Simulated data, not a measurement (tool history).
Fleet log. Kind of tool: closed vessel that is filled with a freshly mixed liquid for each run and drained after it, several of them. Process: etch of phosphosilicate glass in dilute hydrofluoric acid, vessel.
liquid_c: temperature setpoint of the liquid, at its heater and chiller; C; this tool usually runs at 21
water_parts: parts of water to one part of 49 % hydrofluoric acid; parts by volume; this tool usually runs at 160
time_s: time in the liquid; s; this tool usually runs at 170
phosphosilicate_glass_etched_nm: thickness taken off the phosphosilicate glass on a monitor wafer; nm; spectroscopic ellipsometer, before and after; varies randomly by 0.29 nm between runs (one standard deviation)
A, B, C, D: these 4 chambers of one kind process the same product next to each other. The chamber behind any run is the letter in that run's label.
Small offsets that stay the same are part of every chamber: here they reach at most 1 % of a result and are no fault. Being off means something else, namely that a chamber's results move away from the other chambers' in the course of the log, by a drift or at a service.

| run | hour | liquid_c | water_parts | time_s | hours since the thermometer was replaced | hours since the hydrofluoric acid flow meter was replaced | read-back film thickness of the phosphosilicate glass reference wafer, read on the same gauge (nm) | phosphosilicate_glass_etched_nm |
|---|---|---|---|---|---|---|---|---|
| 1D | 7.5 | 21 | 160 | 170 | 386.8 | 1645.9 | 149.99 | 52.911 |
| 2C | 16.4 | 21 | 160 | 170 | 518.5 | 1687.0 | 150.01 | 52.942 |
| 3B | 22.0 | 21 | 160 | 170 | 1264.9 | 1605.8 | 149.99 | 52.887 |
| 4A | 29.4 | 21 | 160 | 170 | 477.8 | 343.3 | 149.98 | 53.417 |
| 5C | 39.7 | 21 | 160 | 170 | 541.8 | 1710.3 | 150.01 | 52.804 |
| 6B | 50.6 | 21 | 160 | 170 | 1293.5 | 1634.4 | 150.00 | 53.025 |
| 7D | 57.1 | 21 | 160 | 170 | 436.4 | 1695.5 | 150.01 | 52.250 |
| 8A | 69.4 | 21 | 160 | 170 | 517.8 | 383.3 | 149.99 | 52.892 |
| 9D | 81.2 | 21 | 160 | 170 | 460.5 | 1719.6 | 149.99 | 52.660 |
| 10A | 90.8 | 21 | 160 | 170 | 539.2 | 404.7 | 150.02 | 52.871 |
| 11C | 97.3 | 21 | 160 | 170 | 599.4 | 1767.9 | 150.03 | 53.164 |
|  | 100.5 | chamber D: hydrofluoric acid flow meter replaced |
| 12B | 109.1 | 19 | 160 | 85 | 1352.0 | 1692.9 | 150.04 | 24.456 |
| 13B | 115.3 | 19 | 160 | 85 | 1358.2 | 1699.1 | 149.98 | 24.304 |
| 14D | 124.0 | 19 | 160 | 85 | 503.3 | 23.6 | 150.01 | 24.448 |
| 15C | 133.1 | 19 | 160 | 85 | 635.2 | 1803.7 | 149.96 | 24.010 |
| 16A | 142.7 | 21 | 160 | 170 | 591.1 | 456.6 | 150.02 | 51.461 |
| 17D | 148.5 | 21 | 85 | 170 | 527.8 | 48.1 | 150.01 | 107.290 |
| 18B | 157.6 | 21 | 85 | 170 | 1400.5 | 1741.4 | 150.01 | 107.660 |
| 19A | 169.7 | 21 | 85 | 170 | 618.1 | 483.6 | 149.97 | 105.520 |
|  | 173.6 | chamber C: hydrofluoric acid flow meter replaced |
| 20C | 176.4 | 21 | 85 | 170 | 678.5 | 2.9 | 150.03 | 107.000 |
| 21B | 187.1 | 21 | 160 | 170 | 1430.0 | 1770.9 | 150.01 | 53.261 |
| 22A | 192.7 | 21 | 160 | 170 | 641.1 | 506.6 | 149.97 | 51.047 |
| 23C | 201.7 | 21 | 160 | 170 | 703.8 | 28.2 | 150.04 | 51.857 |
| 24D | 209.4 | 21 | 160 | 170 | 588.7 | 109.0 | 150.00 | 52.803 |
| 25A | 219.0 | 21 | 160 | 170 | 667.4 | 532.9 | 150.00 | 50.239 |

All 4 chambers run these settings next. Forecast each chamber's results:
| 26A | 228.2 | 21 | 160 | 255 |  |  |  | ? |
| 26B | 228.2 | 21 | 160 | 255 |  |  |  | ? |
| 26C | 228.2 | 21 | 160 | 255 |  |  |  | ? |
| 26D | 228.2 | 21 | 160 | 255 |  |  |  | ? |

| run | phosphosilicate_glass_etched_nm |
|---|---|
| 26A | 74.930 |
| 26B | 79.338 |
| 26C | 77.970 |
| 26D | 79.782 |
